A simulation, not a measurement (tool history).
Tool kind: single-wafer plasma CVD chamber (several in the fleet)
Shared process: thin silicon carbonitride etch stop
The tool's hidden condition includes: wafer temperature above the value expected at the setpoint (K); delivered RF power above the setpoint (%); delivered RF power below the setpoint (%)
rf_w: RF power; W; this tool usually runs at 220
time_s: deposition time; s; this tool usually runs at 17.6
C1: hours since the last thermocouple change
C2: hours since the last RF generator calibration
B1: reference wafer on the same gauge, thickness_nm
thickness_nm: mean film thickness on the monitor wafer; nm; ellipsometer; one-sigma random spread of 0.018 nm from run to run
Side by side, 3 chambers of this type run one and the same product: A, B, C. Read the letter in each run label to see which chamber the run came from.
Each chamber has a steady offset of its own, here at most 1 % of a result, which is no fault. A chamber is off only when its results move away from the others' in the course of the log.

run 1C hour=5.8 | rf_w=220 time_s=17.6 | C1=2354.9 C2=53.6 | B1=11.602 | thickness_nm=10.392
run 2B hour=10.9 | rf_w=220 time_s=17.6 | C1=1641.1 C2=331.2 | B1=11.601 | thickness_nm=10.351
run 3A hour=14.4 | rf_w=220 time_s=17.6 | C1=2747.7 C2=16 | B1=11.606 | thickness_nm=10.328
run 4C hour=20.9 | rf_w=220 time_s=17.6 | C1=2370 C2=68.7 | B1=11.613 | thickness_nm=10.415
run 5A hour=26.3 | rf_w=220 time_s=17.6 | C1=2759.6 C2=27.9 | B1=11.613 | thickness_nm=10.339
run 6B hour=30.4 | rf_w=220 time_s=17.6 | C1=1660.6 C2=350.7 | B1=11.613 | thickness_nm=10.358
run 7A hour=36.9 | rf_w=190 time_s=17.6 | C1=2770.2 C2=38.5 | B1=11.612 | thickness_nm=9.881
run 8C hour=42.9 | rf_w=190 time_s=17.6 | C1=2392 C2=90.7 | B1=11.619 | thickness_nm=9.9572
run 9B hour=49.2 | rf_w=190 time_s=17.6 | C1=1679.4 C2=369.5 | B1=11.614 | thickness_nm=9.9633
run 10C hour=53.2 | rf_w=260 time_s=19.9 | C1=2402.3 C2=101 | B1=11.623 | thickness_nm=12.359
run 11B hour=59 | rf_w=260 time_s=19.9 | C1=1689.2 C2=379.3 | B1=11.622 | thickness_nm=12.331
run 12A hour=64.6 | rf_w=260 time_s=19.9 | C1=2797.9 C2=66.2 | B1=11.622 | thickness_nm=12.323
run 13A hour=67.9 | rf_w=220 time_s=17.6 | C1=2801.2 C2=69.5 | B1=11.627 | thickness_nm=10.341
run 14B hour=72.6 | rf_w=220 time_s=19.2 | C1=1702.8 C2=392.9 | B1=11.622 | thickness_nm=11.326
run 15C hour=79.3 | rf_w=220 time_s=19.2 | C1=2428.4 C2=127.1 | B1=11.633 | thickness_nm=11.34
run 16B hour=84.6 | rf_w=220 time_s=19.2 | C1=1714.8 C2=404.9 | B1=11.626 | thickness_nm=11.324
run 17C hour=88.7 | rf_w=220 time_s=17.6 | C1=2437.8 C2=136.5 | B1=11.637 | thickness_nm=10.395
run 18A hour=93 | rf_w=220 time_s=17.6 | C1=2826.3 C2=94.6 | B1=11.638 | thickness_nm=10.358
run 19C hour=96.4 | rf_w=220 time_s=17.6 | C1=2445.5 C2=144.2 | B1=11.636 | thickness_nm=10.437
run 20B hour=99.9 | rf_w=220 time_s=17.6 | C1=1730.1 C2=420.2 | B1=11.636 | thickness_nm=10.379
run 21A hour=106.4 | rf_w=220 time_s=17.6 | C1=2839.7 C2=108 | B1=11.646 | thickness_nm=10.383
run 22A hour=113.1 | rf_w=220 time_s=17.6 | C1=2846.4 C2=114.7 | B1=11.646 | thickness_nm=10.323
run 23C hour=118.8 | rf_w=220 time_s=17.6 | C1=2467.9 C2=166.6 | B1=11.644 | thickness_nm=10.441
run 24B hour=123.2 | rf_w=220 time_s=17.6 | C1=1753.4 C2=443.5 | B1=11.646 | thickness_nm=10.396
run 25A hour=127.2 | rf_w=220 time_s=17.6 | C1=2860.5 C2=128.8 | B1=11.651 | thickness_nm=10.373
run 26C hour=134.3 | rf_w=220 time_s=17.6 | C1=2483.4 C2=182.1 | B1=11.651 | thickness_nm=10.428
run 27B hour=141 | rf_w=220 time_s=17.6 | C1=1771.2 C2=461.3 | B1=11.656 | thickness_nm=10.443
run 28B hour=144.6 | rf_w=220 time_s=17.6 | C1=1774.8 C2=464.9 | B1=11.658 | thickness_nm=10.405
run 29C hour=147.9 | rf_w=220 time_s=17.6 | C1=2497 C2=195.7 | B1=11.661 | thickness_nm=10.453
run 30A hour=151.3 | rf_w=190 time_s=17.6 | C1=2884.6 C2=152.9 | B1=11.662 | thickness_nm=9.9216
run 31B hour=157.9 | rf_w=190 time_s=17.6 | C1=1788.1 C2=478.2 | B1=11.663 | thickness_nm=9.9527
run 32A hour=164.4 | rf_w=190 time_s=17.6 | C1=2897.7 C2=166 | B1=11.661 | thickness_nm=9.8889
run 33C hour=170.8 | rf_w=220 time_s=17.6 | C1=2519.9 C2=218.6 | B1=11.668 | thickness_nm=10.428
run 34C hour=174.6 | rf_w=220 time_s=17.6 | C1=2523.7 C2=222.4 | B1=11.67 | thickness_nm=10.431
run 35B hour=180.5 | rf_w=180 time_s=14.4 | C1=1810.7 C2=500.8 | B1=11.671 | thickness_nm=8.0184
run 36A hour=186 | rf_w=180 time_s=14.4 | C1=2919.3 C2=187.6 | B1=11.673 | thickness_nm=7.9819
run 37C hour=191 | rf_w=180 time_s=14.4 | C1=2540.1 C2=238.8 | B1=11.673 | thickness_nm=8.0783
run 38A hour=196.9 | rf_w=220 time_s=17.6 | C1=2930.2 C2=198.5 | B1=11.68 | thickness_nm=10.388
run 39B hour=203.5 | rf_w=220 time_s=17.6 | C1=1833.7 C2=523.8 | B1=11.677 | thickness_nm=10.405

Next, every chamber runs the same settings. What will each give?
run 40A hour=208.6 | rf_w=220 time_s=14.9 | thickness_nm=?
run 40B hour=208.6 | rf_w=220 time_s=14.9 | thickness_nm=?
run 40C hour=208.6 | rf_w=220 time_s=14.9 | thickness_nm=?

run=40A thickness_nm=8.7928
run=40B thickness_nm=8.8509
run=40C thickness_nm=8.8619

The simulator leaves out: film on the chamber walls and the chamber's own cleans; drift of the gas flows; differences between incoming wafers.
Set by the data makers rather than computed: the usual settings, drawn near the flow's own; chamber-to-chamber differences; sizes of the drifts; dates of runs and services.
